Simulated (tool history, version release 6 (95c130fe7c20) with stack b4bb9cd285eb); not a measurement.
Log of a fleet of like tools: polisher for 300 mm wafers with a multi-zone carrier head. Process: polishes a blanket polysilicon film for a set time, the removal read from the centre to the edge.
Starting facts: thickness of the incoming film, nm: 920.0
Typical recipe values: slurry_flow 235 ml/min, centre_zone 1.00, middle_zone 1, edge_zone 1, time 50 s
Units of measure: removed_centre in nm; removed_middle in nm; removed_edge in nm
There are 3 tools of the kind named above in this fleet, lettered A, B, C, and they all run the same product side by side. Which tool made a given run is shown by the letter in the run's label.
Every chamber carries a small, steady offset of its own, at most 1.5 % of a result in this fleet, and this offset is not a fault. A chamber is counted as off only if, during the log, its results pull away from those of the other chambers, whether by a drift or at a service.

| run | hour | slurry_flow | centre_zone | middle_zone | edge_zone | time | removed_centre | removed_middle | removed_edge |
|---|---|---|---|---|---|---|---|---|---|
| 1B | 8.3 | 235 | 1.00 | 1 | 1 | 50 | 320.36 | 318.64 | 318.79 |
| 2C | 20.2 | 235 | 1.00 | 1 | 1 | 50 | 321.49 | 322.62 | 321.78 |
| 3A | 27.0 | 235 | 1.00 | 1 | 1 | 50 | 316.87 | 319.77 | 314.53 |
|  | 39.0 | chamber C: worn pad replaced by a new one |
| 4B | 41.1 | 235 | 1.00 | 1 | 1 | 50 | 318.69 | 321.89 | 311.44 |
|  | 49.3 | chamber A: slurry nozzle cleaned |
| 5A | 49.7 | 235 | 1.00 | 1 | 1 | 50 | 316.07 | 317.41 | 324.69 |
|  | 57.3 | chamber B: worn pad replaced by a new one |
| 6C | 59.6 | 235 | 1.00 | 1 | 1 | 50 | 319.35 | 321.33 | 314.10 |
| 7A | 67.2 | 235 | 1.00 | 1 | 1 | 50 | 315.46 | 323.00 | 323.64 |
| 8B | 81.7 | 235 | 1.00 | 1 | 1 | 50 | 320.50 | 320.34 | 323.95 |
| 9C | 88.1 | 235 | 1.00 | 1 | 1 | 50 | 319.46 | 321.20 | 326.69 |
|  | 95.2 | chamber B: edge zone pressure recalibrated |
| 10A | 100.5 | 235 | 1.00 | 1 | 1 | 50 | 313.12 | 320.35 | 323.53 |
| 11C | 114.2 | 235 | 1.00 | 1 | 1 | 50 | 316.78 | 318.26 | 327.87 |
|  | 120.0 | chamber A: worn pad replaced by a new one |
| 12B | 122.6 | 235 | 1.00 | 1 | 1 | 50 | 324.82 | 319.84 | 319.91 |
| 13A | 132.2 | 235 | 1.00 | 1 | 1 | 50 | 317.29 | 319.98 | 321.26 |
|  | 137.5 | chamber A: centre zone pressure recalibrated |
|  | 139.4 | chamber B: worn pad replaced by a new one |
| 14C | 141.9 | 235 | 1.00 | 1 | 1 | 50 | 317.55 | 318.31 | 316.98 |
| 15B | 152.3 | 235 | 1.00 | 1 | 1 | 50 | 319.30 | 322.84 | 328.33 |
| 16C | 163.6 | 235 | 1.00 | 1 | 1 | 50 | 315.97 | 322.29 | 313.99 |
| 17A | 175.5 | 235 | 1.00 | 1 | 1 | 57 | 358.76 | 373.58 | 366.93 |
|  | 178.1 | chamber C: edge zone pressure recalibrated |
|  | 179.9 | chamber C: worn pad replaced by a new one |
|  | 183.8 | chamber B: centre zone pressure recalibrated |
| 18B | 190.0 | 235 | 1.00 | 1 | 1 | 57 | 329.65 | 369.46 | 364.82 |
| 19A | 197.7 | 235 | 1.00 | 1 | 1 | 57 | 370.86 | 367.74 | 368.86 |
| 20C | 209.2 | 235 | 1.00 | 1 | 1 | 50 | 316.45 | 320.27 | 330.48 |
| 21B | 218.3 | 295 | 0.94 | 1 | 1 | 50 | 282.66 | 330.90 | 325.61 |
| 22B | 225.6 | 295 | 0.94 | 1 | 1 | 50 | 281.96 | 330.97 | 320.56 |
|  | 230.6 | chamber B: worn pad replaced by a new one |
|  | 235.5 | chamber A: worn pad replaced by a new one |
| 23C | 236.0 | 295 | 0.94 | 1 | 1 | 50 | 306.70 | 325.94 | 329.39 |
| 24A | 248.9 | 235 | 1.00 | 1 | 1 | 50 | 321.08 | 322.01 | 316.84 |
|  | 254.6 | chamber C: centre zone pressure recalibrated |
| 25A | 261.4 | 235 | 1.00 | 1 | 1 | 50 | 321.17 | 325.78 | 314.35 |
| 26C | 272.3 | 235 | 1.00 | 1 | 1 | 50 | 316.76 | 320.95 | 316.08 |
| 27B | 284.5 | 235 | 1.00 | 1 | 1 | 50 | 296.14 | 321.49 | 313.64 |
| 28C | 297.5 | 235 | 1.00 | 1 | 1 | 50 | 313.53 | 322.82 | 320.80 |
| 29B | 309.4 | 235 | 1.00 | 1 | 1 | 50 | 292.19 | 322.00 | 321.94 |
| 30A | 321.0 | 265 | 1.00 | 1 | 1 | 50 | 322.01 | 327.03 | 324.46 |

Does one chamber stand apart from the rest, does the shared gauge drift, or is all well apart from small per-chamber offsets? Give the chamber and the most likely cause, where there is one.

Chamber B has stood off from the others ever since a service on it.
Most likely cause: centre zone's pressure below its setpoint, % = 7.5.

Here are 4 candidates for chamber B's next run, each the usual settings with a change, their results left as question marks. Which one brings its results back in line with what the others give on the usual settings?
Allowed miss from the other chambers' usual-settings mean, per result, to count as in line: removed_centre 9.50 nm; removed_middle 7.90 nm; removed_edge 15.00 nm
| 31B-1 | 331.4 | 235 | 1.02 | 0.99 | 1.00 | 50 | ? | ? | ? |
| 31B-2 | 331.4 | 240 | 1.06 | 0.98 | 0.99 | 51 | ? | ? | ? |
| 31B-3 | 331.4 | 230 | 0.94 | 1.02 | 1.01 | 49 | ? | ? | ? |
| 31B-4 | 331.4 | 235 | 0.98 | 1.01 | 1.00 | 50 | ? | ? | ? |

The other chambers' mean on the usual settings: removed_centre 318.50 nm; removed_middle 320.59 nm; removed_edge 320.75 nm
| run | removed_centre | removed_middle | removed_edge |
|---|---|---|---|
| 31B-1 | 301.84 | 318.62 | 315.72 |
| 31B-2 | 322.11 | 322.74 | 320.98 |
| 31B-3 | 269.43 | 320.21 | 310.28 |
| 31B-4 | 288.81 | 324.61 | 315.62 |
It is 31B-2 that realigns the chamber with its peers.

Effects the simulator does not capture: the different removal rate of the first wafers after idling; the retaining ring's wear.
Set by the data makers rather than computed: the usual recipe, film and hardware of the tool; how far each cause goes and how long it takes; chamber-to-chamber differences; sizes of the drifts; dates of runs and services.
